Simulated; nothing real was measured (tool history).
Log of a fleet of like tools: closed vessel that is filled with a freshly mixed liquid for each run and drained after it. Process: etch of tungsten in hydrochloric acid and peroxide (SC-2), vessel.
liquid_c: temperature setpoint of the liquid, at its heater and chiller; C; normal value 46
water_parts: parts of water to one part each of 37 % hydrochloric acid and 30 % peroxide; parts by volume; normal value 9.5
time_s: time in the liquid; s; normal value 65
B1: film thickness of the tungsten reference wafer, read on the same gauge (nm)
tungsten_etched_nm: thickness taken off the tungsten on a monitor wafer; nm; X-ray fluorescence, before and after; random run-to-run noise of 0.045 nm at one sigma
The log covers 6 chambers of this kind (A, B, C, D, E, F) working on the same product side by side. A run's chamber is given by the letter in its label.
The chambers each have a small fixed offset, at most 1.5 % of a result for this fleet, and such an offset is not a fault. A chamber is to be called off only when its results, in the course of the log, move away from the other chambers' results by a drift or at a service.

{"run": "1F", "hour": 6.4, "liquid_c": 46, "water_parts": 9.5, "time_s": 65, "B1": 150, "tungsten_etched_nm": 6.5333}
{"run": "2C", "hour": 11.9, "liquid_c": 46, "water_parts": 9.5, "time_s": 65, "B1": 150, "tungsten_etched_nm": 6.6419}
{"run": "3A", "hour": 17.2, "liquid_c": 46, "water_parts": 9.5, "time_s": 65, "B1": 150.01, "tungsten_etched_nm": 6.6328}
{"run": "4D", "hour": 21.7, "liquid_c": 46, "water_parts": 9.5, "time_s": 65, "B1": 150, "tungsten_etched_nm": 6.5088}
{"run": "5B", "hour": 26.2, "liquid_c": 46, "water_parts": 9.5, "time_s": 65, "B1": 149.99, "tungsten_etched_nm": 6.629}
{"run": "6E", "hour": 31.1, "liquid_c": 46, "water_parts": 9.5, "time_s": 65, "B1": 150, "tungsten_etched_nm": 6.5906}
{"run": "7E", "hour": 37.5, "liquid_c": 46, "water_parts": 9.5, "time_s": 65, "B1": 150, "tungsten_etched_nm": 6.5495}
{"run": "8F", "hour": 43.4, "liquid_c": 46, "water_parts": 9.5, "time_s": 65, "B1": 150.01, "tungsten_etched_nm": 6.5612}
{"hour": 47.3, "done": "chamber A: chemicals flow meter replaced"}
{"run": "9C", "hour": 50.2, "liquid_c": 46, "water_parts": 9.5, "time_s": 65, "B1": 150.02, "tungsten_etched_nm": 6.6586}
{"run": "10B", "hour": 54.2, "liquid_c": 46, "water_parts": 9.5, "time_s": 65, "B1": 150, "tungsten_etched_nm": 6.5303}
{"run": "11A", "hour": 57.5, "liquid_c": 46, "water_parts": 9.5, "time_s": 65, "B1": 149.99, "tungsten_etched_nm": 6.5716}
{"run": "12D", "hour": 63.3, "liquid_c": 46, "water_parts": 9.5, "time_s": 65, "B1": 150.01, "tungsten_etched_nm": 6.5381}
{"run": "13D", "hour": 66.7, "liquid_c": 46, "water_parts": 9.5, "time_s": 65, "B1": 149.99, "tungsten_etched_nm": 6.5792}
{"run": "14B", "hour": 74.0, "liquid_c": 46, "water_parts": 9.5, "time_s": 65, "B1": 150, "tungsten_etched_nm": 6.6558}
{"run": "15F", "hour": 78.9, "liquid_c": 46, "water_parts": 9.5, "time_s": 65, "B1": 149.98, "tungsten_etched_nm": 6.5564}
{"run": "16A", "hour": 85.2, "liquid_c": 46, "water_parts": 9.5, "time_s": 65, "B1": 150, "tungsten_etched_nm": 6.6464}
{"run": "17C", "hour": 89.0, "liquid_c": 46, "water_parts": 9.5, "time_s": 65, "B1": 150.01, "tungsten_etched_nm": 6.6181}
{"run": "18E", "hour": 96.1, "liquid_c": 46, "water_parts": 9.5, "time_s": 65, "B1": 150.01, "tungsten_etched_nm": 6.5512}
{"run": "19D", "hour": 102.2, "liquid_c": 46, "water_parts": 9.5, "time_s": 65, "B1": 150.02, "tungsten_etched_nm": 6.6157}
{"run": "20F", "hour": 107.7, "liquid_c": 46, "water_parts": 9.5, "time_s": 65, "B1": 150, "tungsten_etched_nm": 6.4495}
{"run": "21B", "hour": 114.8, "liquid_c": 46, "water_parts": 9.5, "time_s": 65, "B1": 149.99, "tungsten_etched_nm": 6.6047}
{"run": "22E", "hour": 121.2, "liquid_c": 46, "water_parts": 9.5, "time_s": 65, "B1": 149.98, "tungsten_etched_nm": 6.6313}
{"run": "23C", "hour": 124.8, "liquid_c": 46, "water_parts": 9.5, "time_s": 65, "B1": 150, "tungsten_etched_nm": 6.6203}
{"run": "24A", "hour": 130.1, "liquid_c": 46, "water_parts": 9.5, "time_s": 65, "B1": 150, "tungsten_etched_nm": 6.591}
{"run": "25F", "hour": 135.1, "liquid_c": 46, "water_parts": 9.5, "time_s": 65, "B1": 150, "tungsten_etched_nm": 6.4431}
{"run": "26B", "hour": 139.7, "liquid_c": 46, "water_parts": 9.5, "time_s": 65, "B1": 150, "tungsten_etched_nm": 6.6005}
{"hour": 143.3, "done": "chamber C: new drum of peroxide connected"}
{"run": "27D", "hour": 147.0, "liquid_c": 46, "water_parts": 9.5, "time_s": 65, "B1": 150, "tungsten_etched_nm": 6.5766}
{"run": "28A", "hour": 152.1, "liquid_c": 46, "water_parts": 9.5, "time_s": 65, "B1": 150.01, "tungsten_etched_nm": 6.5169}
{"run": "29C", "hour": 157.4, "liquid_c": 46, "water_parts": 9.5, "time_s": 65, "B1": 149.99, "tungsten_etched_nm": 6.7218}
{"run": "30E", "hour": 161.3, "liquid_c": 46, "water_parts": 9.5, "time_s": 65, "B1": 150.01, "tungsten_etched_nm": 6.5778}
{"run": "31E", "hour": 166.9, "liquid_c": 46, "water_parts": 9.5, "time_s": 65, "B1": 149.98, "tungsten_etched_nm": 6.572}
{"hour": 171.2, "done": "chamber C: thermometer replaced"}
{"run": "32A", "hour": 173.8, "liquid_c": 46, "water_parts": 9.5, "time_s": 65, "B1": 150, "tungsten_etched_nm": 6.4777}
{"run": "33D", "hour": 177.5, "liquid_c": 46, "water_parts": 9.5, "time_s": 65, "B1": 150, "tungsten_etched_nm": 6.5063}
{"run": "34F", "hour": 183.9, "liquid_c": 46, "water_parts": 9.5, "time_s": 65, "B1": 150, "tungsten_etched_nm": 6.4775}
{"run": "35C", "hour": 187.5, "liquid_c": 46, "water_parts": 9.5, "time_s": 65, "B1": 150, "tungsten_etched_nm": 6.7218}
{"run": "36B", "hour": 191.9, "liquid_c": 46, "water_parts": 9.5, "time_s": 65, "B1": 149.99, "tungsten_etched_nm": 6.6082}
{"run": "37D", "hour": 198.8, "liquid_c": 46, "water_parts": 9.5, "time_s": 65, "B1": 150, "tungsten_etched_nm": 6.6557}
{"run": "38F", "hour": 203.8, "liquid_c": 46, "water_parts": 9.5, "time_s": 65, "B1": 150, "tungsten_etched_nm": 6.5322}
{"run": "39C", "hour": 208.9, "liquid_c": 46, "water_parts": 9.5, "time_s": 65, "B1": 149.99, "tungsten_etched_nm": 6.663}
{"run": "40B", "hour": 215.0, "liquid_c": 46, "water_parts": 9.5, "time_s": 65, "B1": 149.98, "tungsten_etched_nm": 6.5293}
{"run": "41A", "hour": 219.6, "liquid_c": 46, "water_parts": 9.5, "time_s": 65, "B1": 150, "tungsten_etched_nm": 6.3376}

What goes on in this fleet: one chamber off, a drifting gauge, or nothing beyond the chambers' own small offsets? Name the chamber and the cause, if any.

One chamber, A, drifts off from the rest bit by bit.
What lies behind it: peroxide weaker than its label (%) = 5.15.
The log may not tell that from: liquid colder than its thermometer reads (K); chemicals flow below the setpoint (%).

Which of the 4 candidates below, each the usual settings with something changed and its results left as question marks, puts chamber A back in line with what the other chambers give on the usual settings?
In line means no further than this from the other chambers' mean on the usual settings: tungsten_etched_nm 0.16 nm
{"run": "42A-1", "hour": 224.8, "liquid_c": 46, "water_parts": 10.5, "time_s": 65, "tungsten_etched_nm": "?"}
{"run": "42A-2", "hour": 224.8, "liquid_c": 46, "water_parts": 9, "time_s": 65, "tungsten_etched_nm": "?"}
{"run": "42A-3", "hour": 224.8, "liquid_c": 46, "water_parts": 8.5, "time_s": 65, "tungsten_etched_nm": "?"}
{"run": "42A-4", "hour": 224.8, "liquid_c": 46, "water_parts": 10, "time_s": 65, "tungsten_etched_nm": "?"}

On the usual settings, the other chambers give on average: tungsten_etched_nm 6.5915 nm
run=42A-1 tungsten_etched_nm=5.8129
run=42A-2 tungsten_etched_nm=6.6044
run=42A-3 tungsten_etched_nm=6.9182
run=42A-4 tungsten_etched_nm=6.0546
With 42A-2, the chamber falls back in line with the rest.

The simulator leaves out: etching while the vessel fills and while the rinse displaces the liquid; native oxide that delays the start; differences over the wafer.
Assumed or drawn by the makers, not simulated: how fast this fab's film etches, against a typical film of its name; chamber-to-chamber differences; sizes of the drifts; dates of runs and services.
